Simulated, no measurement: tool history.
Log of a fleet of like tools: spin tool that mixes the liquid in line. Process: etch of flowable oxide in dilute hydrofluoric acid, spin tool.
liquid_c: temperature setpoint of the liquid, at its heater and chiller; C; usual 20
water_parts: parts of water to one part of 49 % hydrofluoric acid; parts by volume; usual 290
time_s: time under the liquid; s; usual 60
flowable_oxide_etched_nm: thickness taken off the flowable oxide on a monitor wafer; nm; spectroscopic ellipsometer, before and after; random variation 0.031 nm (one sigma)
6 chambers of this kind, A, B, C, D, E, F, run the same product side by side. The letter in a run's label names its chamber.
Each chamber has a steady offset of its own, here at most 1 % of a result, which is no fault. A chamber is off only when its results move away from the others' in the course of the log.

run   hour  liquid_c  water_parts  time_s  hours since the thermometer was replaced  hours since the hydrofluoric acid flow meter was replaced  read-back film thickness of the flowable oxide reference wafer, read on the same gauge (nm)  flowable_oxide_etched_nm
       3.6  -- chamber E: hydrofluoric acid flow meter replaced
 1F      8        20          290      60                                     821.7                                                      718.9                                                                                       70.014                    6.1139
 2A   23.1        20          290      60                                     730.1                                                     1255.9                                                                                       69.975                    6.0543
 3D   32.9        20          290      60                                     325.3                                                     1145.2                                                                                       69.991                    6.0686
      48.4  -- chamber A: thermometer replaced
 4B     49        20          290      60                                     786.7                                                       1207                                                                                       70.035                     6.014
 5E   61.4      17.5          180      60                                     330.6                                                       57.9                                                                                       69.963                    9.7403
 6C   70.7      17.5          180      60                                    1112.2                                                      575.9                                                                                       69.983                     9.825
 7A   84.9      17.5          180      60                                      36.5                                                     1317.7                                                                                       70.004                    9.7896
 8D   93.8      17.5          180      60                                     386.2                                                     1206.1                                                                                       69.988                    10.012
       104  -- chamber B: thermometer replaced
 9C    106      17.5          180      60                                    1147.5                                                      611.2                                                                                       70.009                    9.7758
10E  119.2      17.5          180      60                                     388.4                                                      115.7                                                                                       69.999                    9.7133
11F  134.4        20          290      60                                     948.1                                                      845.3                                                                                       70.011                    6.1085
12B  148.6        20          290      60                                      44.6                                                     1306.6                                                                                       69.992                    6.0841
13B  159.4        20          365      60                                      55.4                                                     1317.4                                                                                           70                    4.5004
14F  168.2        20          365      60                                     981.9                                                      879.1                                                                                       69.967                    4.5488
15C  179.3        20          365      60                                    1220.8                                                      684.5                                                                                       69.979                    4.5221
16D  189.8        20          365      60                                     482.2                                                     1302.1                                                                                       69.993                    4.5228
17E  196.8        20          365      60                                       466                                                      193.3                                                                                       70.009                    4.5663
18A  210.7        20          365      60                                     162.3                                                     1443.5                                                                                       70.001                    4.5482
19C    225        20          290      60                                    1266.5                                                      730.2                                                                                       69.988                    6.0474
20B  234.2        20          290      60                                     130.2                                                     1392.2                                                                                       69.972                    6.0658
21D  247.3        20          235      40                                     539.7                                                     1359.6                                                                                       69.967                    5.2687
22A  261.9        20          235      40                                     213.5                                                     1494.7                                                                                       69.997                    5.2435
23F  274.3        20          235      40                                      1088                                                      985.2                                                                                       70.021                    5.2088
24E  283.5        20          235      40                                     552.7                                                        280                                                                                       69.997                    5.1809
25A  291.9        20          235      40                                     243.5                                                     1524.7                                                                                       70.025                    5.2389
26C  307.1        20          235      40                                    1348.6                                                      812.3                                                                                       70.002                    5.2343
27E  319.8        20          290      60                                       589                                                      316.3                                                                                       69.993                    6.0477
28F  331.6        20          290      60                                    1145.3                                                     1042.5                                                                                       69.956                    5.9589
29B    342        20          290      60                                       238                                                       1500                                                                                       69.986                    6.0418
30D  354.4        20          290      60                                     646.8                                                     1466.7                                                                                       70.052                    6.1103
31B  363.8        20          290      60                                     259.8                                                     1521.8                                                                                       69.998                    6.0314
32E  378.8        20          290      60                                       648                                                      375.3                                                                                       69.985                    6.0976
       383  -- chamber D: hydrofluoric acid flow meter replaced
33D  386.5        20          290      60                                     678.9                                                        3.6                                                                                       70.016                    6.1034
34C  399.5        20          290      60                                      1441                                                      904.7                                                                                       69.974                    6.0621
35F  409.7        20          290      60                                    1223.4                                                     1120.6                                                                                       70.024                    5.8473
36A  421.3        17          290      80                                     372.9                                                     1654.1                                                                                       69.988                    7.2499
37E  436.6        17          290      80                                     705.8                                                      433.1                                                                                       70.009                    7.2382
38A  446.4        17          290      80                                       398                                                     1679.2                                                                                       69.989                     7.223
39F  454.2        17          290      80                                    1267.9                                                     1165.1                                                                                       69.981                    6.9808

All 6 chambers run these settings next. Forecast each chamber's results:
40A  465.8        17          290      60                                                                                                                                                                                                                           ?
40B  465.8        17          290      60                                                                                                                                                                                                                           ?
40C  465.8        17          290      60                                                                                                                                                                                                                           ?
40D  465.8        17          290      60                                                                                                                                                                                                                           ?
40E  465.8        17          290      60                                                                                                                                                                                                                           ?
40F  465.8        17          290      60                                                                                                                                                                                                                           ?

run  flowable_oxide_etched_nm
40A                    5.4392
40B                    5.4373
40C                    5.4478
40D                    5.4808
40E                    5.4144
40F                    5.2352
